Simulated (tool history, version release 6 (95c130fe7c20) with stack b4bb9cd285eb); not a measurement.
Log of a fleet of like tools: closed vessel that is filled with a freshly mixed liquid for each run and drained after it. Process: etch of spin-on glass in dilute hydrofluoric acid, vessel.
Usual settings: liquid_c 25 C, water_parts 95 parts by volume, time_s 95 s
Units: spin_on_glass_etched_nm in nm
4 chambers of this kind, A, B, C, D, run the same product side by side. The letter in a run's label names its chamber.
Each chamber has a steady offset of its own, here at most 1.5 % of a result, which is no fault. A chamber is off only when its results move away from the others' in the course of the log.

run,day,liquid_c,water_parts,time_s,"read-back film thickness of the spin-on glass reference wafer, read on the same gauge (nm)",spin_on_glass_etched_nm
1A,0.296,25,95,95,70.005,35.763
2C,0.554,25,95,95,69.992,35.698
3B,0.808,25,95,95,70.008,35.345
4D,1.054,25,95,95,70.012,35.139
5B,1.396,25,95,95,69.992,35.706
6D,1.658,25,95,95,69.974,35.899
7C,1.983,25,95,95,69.994,35.498
8A,2.325,25,95,95,70.017,35.595
9B,2.542,21,95,130,69.993,41.003
10D,2.838,21,95,130,70.002,42.23
11C,3.192,21,95,130,70.013,42.665
12A,3.579,21,95,130,70.001,41.057
13A,3.908,25,95,80,70.014,29.839
14C,4.125,25,95,80,70.005,31.31
15B,4.512,25,95,80,70,30.046
16D,4.904,25,95,80,69.991,30.838
17D,5.146,25,95,95,70.024,36.108
18A,5.333,25,95,95,69.996,35.072
19B,5.675,25,95,95,69.998,35.422
20C,6.012,25,95,95,69.989,38.018
21A,6.396,25,95,95,70.019,35.937
22B,6.796,21,95,60,69.998,18.66
23C,7.196,21,95,60,70.003,20.896
24D,7.542,21,95,60,70.008,19.552
25B,7.896,21,95,60,69.977,18.936
26A,8.212,25,95,95,69.984,35.792
27C,8.467,25,95,95,69.994,39.978
28D,8.867,25,95,95,69.967,35.937
29B,9.25,25,95,95,69.997,34.728
30D,9.454,25,95,95,69.981,36.639
31C,9.788,25,95,95,70.007,40.47
32A,9.988,25,95,95,70.002,35.4

Next, every chamber runs the same settings. What will each give?
33A,10.288,23.5,95,95,,?
33B,10.288,23.5,95,95,,?
33C,10.288,23.5,95,95,,?
33D,10.288,23.5,95,95,,?

run,spin_on_glass_etched_nm
33A,32.984
33B,33.286
33C,37.812
33D,33.696
